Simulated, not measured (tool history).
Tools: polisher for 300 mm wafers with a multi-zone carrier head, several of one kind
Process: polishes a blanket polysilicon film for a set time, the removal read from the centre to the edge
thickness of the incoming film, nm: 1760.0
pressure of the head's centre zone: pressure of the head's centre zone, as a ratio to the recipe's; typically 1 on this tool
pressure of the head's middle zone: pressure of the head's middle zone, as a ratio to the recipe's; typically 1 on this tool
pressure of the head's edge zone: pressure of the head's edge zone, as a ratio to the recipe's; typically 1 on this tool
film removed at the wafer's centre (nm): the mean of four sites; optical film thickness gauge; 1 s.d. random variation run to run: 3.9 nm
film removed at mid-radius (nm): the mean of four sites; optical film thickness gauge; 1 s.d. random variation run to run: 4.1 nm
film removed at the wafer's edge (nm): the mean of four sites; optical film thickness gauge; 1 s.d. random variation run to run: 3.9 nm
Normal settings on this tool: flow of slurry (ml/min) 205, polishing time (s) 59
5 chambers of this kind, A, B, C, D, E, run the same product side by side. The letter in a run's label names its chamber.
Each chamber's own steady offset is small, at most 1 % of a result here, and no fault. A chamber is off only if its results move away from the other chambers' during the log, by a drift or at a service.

run   hour  flow of slurry (ml/min)  pressure of the head's centre zone  pressure of the head's middle zone  pressure of the head's edge zone  polishing time (s)  wafers polished on this pad  hours since the slurry nozzle was cleaned  hours since the centre zone pressure was calibrated  hours since the edge zone pressure was calibrated  film removed at the wafer's centre (nm)  film removed at mid-radius (nm)  film removed at the wafer's edge (nm)
 1D    7.7                      205                                   1                                   1                                 1                  59                         1147                                         27                                                343.2                                               76.6                                    528.7                           522.83                                 520.29
 2B   15.7                      205                                   1                                   1                                 1                  59                          415                                       45.1                                               1089.2                                              527.9                                   525.83                           519.99                                 526.44
      16.6  -- chamber D: centre zone pressure recalibrated
 3A   24.6                      205                                   1                                   1                                 1                  59                          756                                       31.8                                                389.5                                               67.5                                   524.95                              520                                 518.64
      29.5  -- chamber D: worn pad replaced by a new one
 4E   31.4                      205                                   1                                   1                                 1                  59                          767                                      133.9                                                572.7                                              206.9                                   529.66                           526.23                                 522.85
 5C   36.9                      205                                   1                                   1                                 1                  59                          284                                      141.2                                                385.7                                               66.4                                   523.15                           527.02                                  532.2
      38.2  -- chamber E: worn pad replaced by a new one
 6B   44.5                      205                                   1                                   1                                 1                  59                          612                                       73.9                                                 1118                                              556.7                                   524.74                           532.98                                  519.6
 7A   54.9                      205                                   1                                1.05                                 1                  40                          963                                       62.1                                                419.8                                               97.8                                   348.82                           361.96                                 349.69
      64.8  -- chamber C: centre zone pressure recalibrated
 8C   64.9                      205                                   1                                1.05                                 1                  40                          475                                      169.2                                                  0.1                                               94.4                                   352.92                           369.75                                 354.72
      71.5  -- chamber C: worn pad replaced by a new one
 9D   71.5                      205                                   1                                1.05                                 1                  40                          287                                       90.8                                                 54.9                                              140.4                                   356.31                           366.94                                 352.99
10E   77.1                      205                                   1                                1.05                                 1                  40                          266                                      179.6                                                618.4                                              252.6                                   355.91                           373.59                                 351.63
11E   84.3                      205                                   1                                1.05                                 1                  40                          315                                      186.8                                                625.6                                              259.8                                    353.6                           369.66                                 355.07
12B   91.1                      205                                   1                                   1                                 1                  59                          931                                      120.5                                               1164.6                                              603.3                                   523.39                           529.23                                 520.12
      91.4  -- chamber B: worn pad replaced by a new one
      94.2  -- chamber A: worn pad replaced by a new one
      94.2  -- chamber B: centre zone pressure recalibrated
13C   97.8                      205                                   1                                   1                                 1                  59                          180                                      202.1                                                   33                                              127.3                                   531.94                           528.06                                 525.43
      99.5  -- chamber A: centre zone pressure recalibrated
14D  107.2                      205                                   1                                   1                                 1                  59                          532                                      126.5                                                 90.6                                              176.1                                   520.62                           525.58                                 523.78
15A  112.3                      205                                   1                                   1                                 1                  59                          124                                      119.5                                                 12.9                                              155.2                                   518.95                           523.95                                  527.5
16C  119.5                      205                                   1                                1.07                                 1                  49                          328                                      223.8                                                 54.7                                                149                                   436.73                           466.49                                 439.38
17E    128                      205                                   1                                1.07                                 1                  49                          614                                      230.5                                                669.3                                              303.5                                   440.92                           460.52                                 431.94
     134.4  -- chamber E: centre zone pressure recalibrated
18D  136.6                      205                                   1                                1.07                                 1                  49                          733                                      155.9                                                  120                                              205.5                                   432.42                           458.93                                 437.13
19B  142.6                      205                                   1                                1.07                                 1                  49                          351                                        172                                                 48.5                                              654.8                                   436.64                              466                                 430.33
20A  147.7                      205                                   1                                1.07                                 1                  49                          366                                      154.9                                                 48.3                                              190.6                                   434.19                           464.78                                 441.11
21E  156.2                      205                                   1                                   1                                 1                  59                          807                                      258.7                                                 21.9                                              331.7                                   571.92                           526.84                                 528.51
     162.2  -- chamber C: worn pad replaced by a new one
     165.3  -- chamber E: worn pad replaced by a new one
22A  165.6                      205                                   1                                   1                                 1                  59                          489                                      172.8                                                 66.2                                              208.5                                   522.08                           508.97                                 519.71
23B  172.9                      205                                   1                                   1                                 1                  59                          558                                      202.3                                                 78.8                                              685.1                                   524.92                           527.51                                 519.41
24D    183                      205                                   1                                   1                                 1                  59                         1051                                      202.3                                                166.4                                              251.9                                   522.22                           518.14                                 528.95
25C  193.4                      205                                1.09                                   1                                 1                  59                          213                                      297.7                                                128.6                                              222.9                                   582.96                           523.02                                 526.14
26D  203.9                      205                                1.09                                   1                                 1                  59                         1194                                      223.2                                                187.3                                              272.8                                   571.77                           520.99                                 528.67
     210.4  -- chamber E: slurry nozzle cleaned
27A  213.2                      205                                1.09                                   1                                 1                  59                          814                                      220.4                                                113.8                                              256.1                                    571.2                           514.25                                 525.21
     216.6  -- chamber B: worn pad replaced by a new one
28B  223.6                      205                                1.09                                   1                                 1                  59                           48                                        253                                                129.5                                              735.8                                   581.38                           519.02                                 518.37
29E  232.3                      205                                1.09                                   1                                 1                  59                          458                                         22                                                   98                                              407.8                                   629.31                           521.02                                 526.23
30C  238.7                      205                                   1                                   1                                 1                  59                          523                                        343                                                173.9                                              268.2                                    527.9                           526.33                                 523.51
31C  247.8                      205                                   1                                   1                                 1                  59                          586                                      352.1                                                  183                                              277.3                                   522.74                           523.17                                 529.23
     249.5  -- chamber C: worn pad replaced by a new one
     250.8  -- chamber D: worn pad replaced by a new one
     252.3  -- chamber C: edge zone pressure recalibrated
32E  254.9                      205                                   1                                   1                                 1                  59                          613                                       44.6                                                120.6                                              430.4                                   576.19                           528.72                                 515.17
33D  264.4                      205                                   1                                   1                                 1                  59                           93                                      283.7                                                247.8                                              333.3                                   518.29                           520.24                                 531.19
     270.4  -- chamber E: worn pad replaced by a new one
34A  274.2                      205                                   1                                   1                                 1                  59                         1232                                      281.4                                                174.8                                              317.1                                   516.35                           516.51                                 522.06
     277.9  -- chamber B: slurry nozzle cleaned
     279.3  -- chamber A: worn pad replaced by a new one
35B  280.1                      205                                   1                                   1                                 1                  59                          435                                        2.2                                                  186                                              792.3                                   529.23                            525.8                                 520.55
36E  290.5                      205                                   1                                   1                                 1                  59                          137                                       80.2                                                156.2                                                466                                   579.44                           520.19                                 523.22
37C  297.1                      205                                   1                                   1                                 1                  59                          326                                      401.4                                                232.3                                               44.9                                   516.29                           525.14                                 519.24
38A    305                      205                                   1                                   1                                 1                  59                          176                                      312.2                                                205.6                                              347.9                                    517.3                           519.43                                 524.95
39D  311.7                      245                                   1                                   1                                 1                  59                          417                                        331                                                295.1                                              380.6                                   527.96                           531.43                                 537.03
40B  321.8                      245                                   1                                   1                                 1                  59                          720                                       43.9                                                227.7                                                834                                   543.13                           546.19                                 523.67
41A  326.5                      245                                   1                                   1                                 1                  59                          323                                      333.7                                                227.1                                              369.4                                   543.72                           534.14                                 532.32

Each of the 5 chambers runs these same settings next. Fill in every chamber's results:
42A  334.3                      205                                   1                                   1                                 1                  59                                                                                                                                                                                                                        ?                                ?                                      ?
42B  334.3                      205                                   1                                   1                                 1                  59                                                                                                                                                                                                                        ?                                ?                                      ?
42C  334.3                      205                                   1                                   1                                 1                  59                                                                                                                                                                                                                        ?                                ?                                      ?
42D  334.3                      205                                   1                                   1                                 1                  59                                                                                                                                                                                                                        ?                                ?                                      ?
42E  334.3                      205                                   1                                   1                                 1                  59                                                                                                                                                                                                                        ?                                ?                                      ?

run  film removed at the wafer's centre (nm)  film removed at mid-radius (nm)  film removed at the wafer's edge (nm)
42A                                   525.83                           517.72                                 526.62
42B                                   532.26                           529.36                                 521.27
42C                                   517.07                           522.97                                  519.2
42D                                    519.6                           515.63                                 530.48
42E                                   573.97                           526.66                                 521.92
